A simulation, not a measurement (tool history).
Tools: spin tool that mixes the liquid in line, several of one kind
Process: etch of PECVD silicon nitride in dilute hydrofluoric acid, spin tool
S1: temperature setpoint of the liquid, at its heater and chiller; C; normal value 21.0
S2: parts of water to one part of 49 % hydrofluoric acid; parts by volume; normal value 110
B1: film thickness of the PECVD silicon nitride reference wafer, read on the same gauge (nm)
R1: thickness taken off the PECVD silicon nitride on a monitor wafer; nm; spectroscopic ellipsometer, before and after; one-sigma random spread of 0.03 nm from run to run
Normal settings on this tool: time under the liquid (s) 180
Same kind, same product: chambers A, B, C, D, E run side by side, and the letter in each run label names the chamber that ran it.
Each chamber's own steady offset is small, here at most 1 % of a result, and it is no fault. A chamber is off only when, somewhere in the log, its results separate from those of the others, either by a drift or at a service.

run 1D hour=8.4 | S1=21.0 S2=110 time_under_the_liquid_(s)=180 | B1=110.06 | R1=3.2031
run 2E hour=17.3 | S1=21.0 S2=110 time_under_the_liquid_(s)=180 | B1=109.98 | R1=3.1113
run 3A hour=24.6 | S1=21.0 S2=110 time_under_the_liquid_(s)=180 | B1=109.97 | R1=3.1561
run 4B hour=38.8 | S1=21.0 S2=110 time_under_the_liquid_(s)=180 | B1=109.98 | R1=3.1881
run 5C hour=49.8 | S1=21.0 S2=110 time_under_the_liquid_(s)=180 | B1=110.02 | R1=3.2204
-- hour=50.0 chamber A: hydrofluoric acid flow meter replaced
run 6D hour=58.5 | S1=21.0 S2=110 time_under_the_liquid_(s)=180 | B1=110.03 | R1=3.1585
run 7E hour=69.3 | S1=21.0 S2=110 time_under_the_liquid_(s)=180 | B1=110.00 | R1=3.1374
run 8B hour=79.3 | S1=21.0 S2=110 time_under_the_liquid_(s)=180 | B1=110.03 | R1=3.1725
run 9C hour=87.3 | S1=21.0 S2=110 time_under_the_liquid_(s)=180 | B1=110.03 | R1=3.2047
run 10A hour=99.8 | S1=23.5 S2=110 time_under_the_liquid_(s)=180 | B1=109.98 | R1=3.6823
run 11C hour=114.0 | S1=23.5 S2=110 time_under_the_liquid_(s)=180 | B1=109.93 | R1=3.7354
run 12A hour=126.3 | S1=23.5 S2=110 time_under_the_liquid_(s)=180 | B1=110.01 | R1=3.7528
run 13D hour=136.0 | S1=23.5 S2=110 time_under_the_liquid_(s)=180 | B1=110.03 | R1=3.6779
run 14E hour=146.6 | S1=23.5 S2=110 time_under_the_liquid_(s)=180 | B1=109.95 | R1=3.7450
run 15B hour=156.8 | S1=21.0 S2=110 time_under_the_liquid_(s)=180 | B1=110.05 | R1=3.1405
run 16E hour=170.9 | S1=21.0 S2=110 time_under_the_liquid_(s)=180 | B1=110.05 | R1=3.0858
run 17D hour=179.7 | S1=21.0 S2=110 time_under_the_liquid_(s)=180 | B1=110.04 | R1=3.0656
run 18A hour=193.3 | S1=21.0 S2=110 time_under_the_liquid_(s)=180 | B1=110.00 | R1=3.1162
run 19B hour=201.0 | S1=21.0 S2=110 time_under_the_liquid_(s)=180 | B1=110.02 | R1=3.1342
run 20C hour=215.1 | S1=21.0 S2=110 time_under_the_liquid_(s)=180 | B1=110.03 | R1=3.1481
run 21B hour=221.5 | S1=21.0 S2=110 time_under_the_liquid_(s)=180 | B1=110.03 | R1=3.1613
-- hour=227.2 chamber C: hydrofluoric acid flow meter replaced
run 22C hour=228.0 | S1=21.0 S2=110 time_under_the_liquid_(s)=180 | B1=109.97 | R1=3.1030
run 23E hour=235.7 | S1=19.0 S2=110 time_under_the_liquid_(s)=180 | B1=110.05 | R1=2.7311
run 24D hour=248.5 | S1=19.0 S2=110 time_under_the_liquid_(s)=180 | B1=109.96 | R1=2.5350
run 25A hour=258.9 | S1=19.0 S2=110 time_under_the_liquid_(s)=180 | B1=109.99 | R1=2.7307
run 26A hour=273.0 | S1=19.0 S2=110 time_under_the_liquid_(s)=180 | B1=109.98 | R1=2.7154
run 27E hour=285.4 | S1=19.0 S2=110 time_under_the_liquid_(s)=180 | B1=109.96 | R1=2.7597
run 28C hour=293.6 | S1=21.0 S2=160 time_under_the_liquid_(s)=180 | B1=110.01 | R1=2.1454
run 29B hour=305.3 | S1=21.0 S2=160 time_under_the_liquid_(s)=180 | B1=110.02 | R1=2.1938
run 30D hour=317.8 | S1=21.0 S2=160 time_under_the_liquid_(s)=180 | B1=109.99 | R1=1.9581
run 31D hour=331.0 | S1=21.0 S2=160 time_under_the_liquid_(s)=180 | B1=109.98 | R1=1.9293
run 32E hour=340.6 | S1=21.0 S2=160 time_under_the_liquid_(s)=180 | B1=109.99 | R1=2.1997

Does one chamber stand apart from the rest, does the shared gauge drift, or is all well apart from small per-chamber offsets? Give the chamber and the most likely cause, where there is one.

Chamber D drifts away from the others.
What lies behind it: liquid colder than its thermometer reads (K) = 1.96.
The log might look much the same if the cause were instead: hydrofluoric acid flow below the setpoint (%).

Which of the 4 candidates below, each the usual settings with something changed and its results left as question marks, puts chamber D back in line with what the other chambers give on the usual settings?
Allowed miss from the other chambers' usual-settings mean, per result, to count as in line: R1 0.1000 nm
run 33D-1 hour=350.8 | S1=21.0 S2=135 time_under_the_liquid_(s)=180 | R1=?
run 33D-2 hour=350.8 | S1=21.0 S2=105 time_under_the_liquid_(s)=195 | R1=?
run 33D-3 hour=350.8 | S1=21.0 S2=110 time_under_the_liquid_(s)=220 | R1=?
run 33D-4 hour=350.8 | S1=21.0 S2=125 time_under_the_liquid_(s)=180 | R1=?

On the usual settings, the other chambers give on average: R1 3.1472 nm
run=33D-1 R1=2.2800
run=33D-2 R1=3.1539
run=33D-3 R1=3.4008
run=33D-4 R1=2.4570
With 33D-2, the chamber falls back in line with the rest.
